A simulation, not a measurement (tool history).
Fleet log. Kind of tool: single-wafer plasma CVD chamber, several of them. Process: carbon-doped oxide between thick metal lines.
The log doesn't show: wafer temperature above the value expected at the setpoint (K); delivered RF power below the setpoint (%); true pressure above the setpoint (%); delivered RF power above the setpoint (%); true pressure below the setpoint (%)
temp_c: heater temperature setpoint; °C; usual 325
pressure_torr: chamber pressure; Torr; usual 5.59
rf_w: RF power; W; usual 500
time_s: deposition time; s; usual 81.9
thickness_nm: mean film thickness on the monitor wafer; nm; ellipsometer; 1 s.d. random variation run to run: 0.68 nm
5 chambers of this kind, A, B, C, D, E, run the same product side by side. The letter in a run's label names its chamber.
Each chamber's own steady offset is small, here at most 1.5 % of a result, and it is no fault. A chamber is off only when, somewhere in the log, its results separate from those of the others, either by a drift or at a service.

run,hour,temp_c,pressure_torr,rf_w,time_s,hours since the last thermocouple change,hours since the last RF generator calibration,hours since the last manometer calibration,"read-back reference wafer on the same gauge, thickness_nm",thickness_nm
1B,13.5,325,5.59,500,81.9,1044.8,59.8,1435.3,362.97,456.13
2E,21.9,325,5.59,500,81.9,1409.8,1133,1999.9,363.03,452.61
3C,35.1,325,5.59,500,81.9,2157.3,912.9,634.6,362.89,451.68
4D,48.3,325,5.59,500,81.9,1128.1,807.9,713.4,362.72,458.73
5A,55.9,325,5.59,500,81.9,314.5,105.7,933.8,362.75,447.92
6B,69.3,325,5.59,500,81.9,1100.6,115.6,1491.1,362.72,454.89
7D,77.6,325,5.59,500,81.9,1157.4,837.2,742.7,362.57,457.76
8A,85.6,325,5.59,500,81.9,344.2,135.4,963.5,362.55,447.52
9C,93,325,5.59,500,81.9,2215.2,970.8,692.5,362.48,452.03
10E,105.4,325,5.59,500,81.9,1493.3,1216.5,2083.4,362.51,451.61
# hour 112.2: chamber E: capacitance manometer re-zeroed and calibrated
11E,118.2,325,5.59,500,81.9,1506.1,1229.3,6.1,362.42,453
12A,126.4,325,5.59,410,74,385,176.2,1004.3,362.28,353.13
13C,140.1,325,5.59,410,74,2262.3,1017.9,739.6,362.27,354.84
14B,154.5,325,5.59,410,74,1185.8,200.8,1576.3,362.06,360.19
# hour 158.4: chamber B: capacitance manometer re-zeroed and calibrated
15D,163.5,325,5.59,410,74,1243.3,923.1,828.6,361.94,361.56
16D,172.8,325,5.59,410,74,1252.6,932.4,837.9,362.06,360.62
17A,183.2,325,5.59,500,81.9,441.8,233,1061.1,362.05,446.41
18B,190.9,325,5.59,500,81.9,1222.2,237.2,32.5,361.92,454.89
19E,202.1,325,5.59,500,69.6,1590,1313.2,90,361.81,384.87
20C,213.1,325,5.59,500,69.6,2335.3,1090.9,812.6,361.68,383.83
21B,228.8,325,5.59,500,69.6,1260.1,275.1,70.4,361.8,388.4
22C,242.8,325,5.59,500,69.6,2365,1120.6,842.3,361.64,383.48
23E,250.2,325,5.59,500,69.6,1638.1,1361.3,138.1,361.71,384.61
24D,257,325,5.59,500,81.9,1336.8,1016.6,922.1,361.49,455.69
25A,271.3,325,5.59,500,81.9,529.9,321.1,1149.2,361.36,446
# hour 279.2: chamber D: thermocouple changed; heater temperature recalibrated
26D,287.1,325,5.59,500,81.9,7.9,1046.7,952.2,361.48,456.55
27E,297.8,325,5.59,500,81.9,1685.7,1408.9,185.7,361.32,451.4
28B,307.8,325,5.59,500,81.9,1339.1,354.1,149.4,361.25,455.58
29C,319.9,325,5.59,500,81.9,2442.1,1197.7,919.4,361.25,451.29
30A,332,325,5.59,500,81.9,590.6,381.8,1209.9,361.11,446.9
# hour 344.1: chamber C: thermocouple changed; heater temperature recalibrated
31C,345,325,5.59,500,81.9,0.9,1222.8,944.5,361.06,450.31
32D,356.9,338,5.59,500,81.9,77.7,1116.5,1022,360.98,437.47
33B,365.3,338,5.59,500,81.9,1396.6,411.6,206.9,360.91,434.95
34E,372.7,338,5.59,500,81.9,1760.6,1483.8,260.6,361.04,432.55
35A,388.6,338,5.59,500,81.9,647.2,438.4,1266.5,360.95,427.12

Next, all 5 chambers run the settings below, one line each with question marks for the results. What does each chamber give?
36A,400,325,5.59,500,96.8,,,,,?
36B,400,325,5.59,500,96.8,,,,,?
36C,400,325,5.59,500,96.8,,,,,?
36D,400,325,5.59,500,96.8,,,,,?
36E,400,325,5.59,500,96.8,,,,,?

run,thickness_nm
36A,526.75
36B,534.77
36C,529.94
36D,537.29
36E,531.82
